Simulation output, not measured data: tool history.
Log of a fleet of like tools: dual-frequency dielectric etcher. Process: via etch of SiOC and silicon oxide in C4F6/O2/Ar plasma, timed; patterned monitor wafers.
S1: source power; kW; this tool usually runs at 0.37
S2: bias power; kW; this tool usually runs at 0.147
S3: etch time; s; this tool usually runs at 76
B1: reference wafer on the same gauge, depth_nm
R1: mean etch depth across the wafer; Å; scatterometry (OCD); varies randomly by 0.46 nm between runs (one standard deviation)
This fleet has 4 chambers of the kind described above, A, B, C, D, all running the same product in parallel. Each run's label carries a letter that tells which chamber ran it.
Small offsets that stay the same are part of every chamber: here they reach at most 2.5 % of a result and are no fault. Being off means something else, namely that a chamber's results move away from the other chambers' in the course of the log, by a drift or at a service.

run	day	S1	S2	S3	B1	R1
1D	0.133	0.37	0.147	76	75.978	793.03
2B	0.242	0.37	0.147	76	76.095	779.62
3A	0.367	0.37	0.147	76	76.034	782.67
4C	0.55	0.37	0.147	76	76.097	787.23
5C	0.683	0.37	0.147	76	76.037	779.66
6A	0.792	0.37	0.147	76	75.986	774.07
7D	0.896	0.37	0.147	76	76.04	801.39
8B	1.033	0.37	0.147	76	76.011	789.87
9A	1.129	0.37	0.147	76	75.982	772.44
10C	1.308	0.37	0.147	76	76.041	784.34
11D	1.442	0.37	0.147	76	76.06	806.54
12B	1.558	0.37	0.147	76	76.067	782.19
13D	1.717	0.37	0.147	76	76.055	813.47
14B	1.808	0.37	0.147	76	76.166	789.28
15A	1.988	0.37	0.147	76	76.077	771.97
16C	2.104	0.37	0.147	76	76.079	786.15
17B	2.238	0.37	0.147	76	75.96	783.18
18D	2.342	0.37	0.147	76	76.022	810.12
19C	2.479	0.37	0.147	76	76.061	777.31
20A	2.6	0.37	0.147	76	76.023	774.36
21B	2.688	0.37	0.147	76	76.169	778.27
22A	2.867	0.37	0.147	76	75.966	776.09
23C	3.05	0.32	0.147	66.5	76.022	639.21
24D	3.179	0.32	0.147	66.5	75.904	682.49
25D	3.3	0.32	0.147	66.5	76.02	675.04
26A	3.396	0.32	0.147	66.5	76.096	642.56
27C	3.5	0.37	0.147	76	76.003	778.82
28B	3.654	0.37	0.147	76	75.95	788.2
29D	3.775	0.37	0.147	76	75.977	833.17
30C	3.958	0.37	0.147	76	75.918	779.98
31B	4.117	0.37	0.147	76	76.006	783.79

Decide between three cases: one chamber stands off from its peers, the gauge reading all wafers drifts, or nothing is wrong past each chamber's small offset. Where a chamber is off, say which and what most likely put it there.

Chamber D drifts away from the others.
Most likely cause: etch rate over this chamber's usual, % = 5.07.

Chamber D could run next with any of the 4 candidate recipes listed below; each alters the usual settings, and their results appear as question marks. Which one brings its results back in line with what the other chambers deliver on the usual settings?
In-line tolerance around the mean of the other chambers on the usual settings: R1 16 Å
32D-1	4.25	0.37	0.146	74		?
32D-2	4.25	0.44	0.147	76		?
32D-3	4.25	0.36	0.145	71.5		?
32D-4	4.25	0.37	0.147	78.5		?

What the other chambers average on the usual settings: R1 782.5 Å
run	R1
32D-1	811.62
32D-2	893.2
32D-3	774.33
32D-4	862.77
The right change is 32D-3: it brings the chamber back within the allowed miss of the others.
